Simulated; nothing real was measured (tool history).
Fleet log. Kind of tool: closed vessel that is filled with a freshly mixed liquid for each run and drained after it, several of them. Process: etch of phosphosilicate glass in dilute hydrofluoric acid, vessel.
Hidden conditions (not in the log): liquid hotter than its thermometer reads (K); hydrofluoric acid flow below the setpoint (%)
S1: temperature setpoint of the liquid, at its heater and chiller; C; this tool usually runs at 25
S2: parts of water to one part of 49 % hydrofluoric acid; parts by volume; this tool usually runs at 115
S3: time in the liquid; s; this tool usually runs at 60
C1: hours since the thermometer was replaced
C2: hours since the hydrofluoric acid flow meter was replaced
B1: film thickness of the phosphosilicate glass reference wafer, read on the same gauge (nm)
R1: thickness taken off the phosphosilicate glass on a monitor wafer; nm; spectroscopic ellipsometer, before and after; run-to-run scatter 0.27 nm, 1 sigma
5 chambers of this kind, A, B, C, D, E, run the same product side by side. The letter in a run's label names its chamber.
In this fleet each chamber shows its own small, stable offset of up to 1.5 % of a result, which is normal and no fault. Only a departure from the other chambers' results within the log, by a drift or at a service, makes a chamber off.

run,hour,S1,S2,S3,C1,C2,B1,R1
1A,10.1,25,115,60,1127.8,2368.9,130.01,58.851
2D,20.9,25,115,60,1464.3,839.2,129.96,58.759
3E,27.8,25,115,60,1008.4,131.7,130.01,59.38
4C,36.8,25,115,60,362.2,152.5,129.95,58.297
5B,46.6,25,115,60,769.6,1127.8,129.98,59.146
6C,52.9,25,115,60,378.3,168.6,129.99,58.221
7D,64.3,25,115,60,1507.7,882.6,130.03,58.705
8B,75.7,25,115,60,798.7,1156.9,129.99,58.972
9A,87.8,25,115,60,1205.5,2446.6,130,58.259
# hour 93.1: chamber E: thermometer replaced
10E,94.4,25,115,60,1.4,198.3,130.03,58.693
11D,101.3,25,115,60,1544.7,919.6,129.99,58.712
12B,114.1,20.5,80,60,837.1,1195.3,129.99,72.876
13C,123.5,20.5,80,60,448.9,239.2,129.99,73.092
14A,131.2,20.5,80,60,1248.9,2490,130.01,72.929
15E,143,20.5,80,60,50,246.9,130.03,73.912
16D,153.8,20.5,80,60,1597.2,972.1,130.04,73.799
17A,160.1,25,115,60,1277.8,2518.9,129.96,59.119
18B,170.3,25,115,60,893.3,1251.5,130,58.024
19C,184,25,115,60,509.4,299.7,130,58.489
20E,193.7,25,115,60,100.7,297.6,130.02,58.714
21D,202.2,25,115,60,1645.6,1020.5,130.03,58.523
# hour 209.8: chamber A: hydrofluoric acid flow meter replaced
22B,213.8,25,115,60,936.8,1295,129.97,57.194
23A,223.7,30,115,35,1341.4,14,129.98,41.189
24C,235.8,30,115,35,561.2,351.5,130.02,41.682
25E,242.1,30,115,35,149.1,346,129.97,41.943
# hour 245.5: chamber C: thermometer replaced
26E,250.7,30,115,35,157.7,354.6,130.01,41.475
27B,261,30,115,35,984,1342.2,130.01,40.396
28C,274.4,25,115,60,29,390.1,130,58.495
29A,282.4,25,115,60,1400.1,72.7,129.97,58.313
30D,293.6,25,115,60,1737,1111.9,129.95,58.597
31E,300.3,25,115,60,207.3,404.2,130.01,59.465
32C,307.2,25,115,60,61.8,422.9,130.01,58.974
33A,313.7,25,115,60,1431.4,104,129.98,58.943
34D,321,25,115,60,1764.4,1139.3,129.95,58.649
35B,332.3,25,115,60,1055.3,1413.5,129.98,56.749

Next, every chamber runs the same settings. What will each give?
36A,342.6,25,170,60,,,,?
36B,342.6,25,170,60,,,,?
36C,342.6,25,170,60,,,,?
36D,342.6,25,170,60,,,,?
36E,342.6,25,170,60,,,,?

run,R1
36A,37.443
36B,35.884
36C,36.973
36D,37.386
36E,37.402

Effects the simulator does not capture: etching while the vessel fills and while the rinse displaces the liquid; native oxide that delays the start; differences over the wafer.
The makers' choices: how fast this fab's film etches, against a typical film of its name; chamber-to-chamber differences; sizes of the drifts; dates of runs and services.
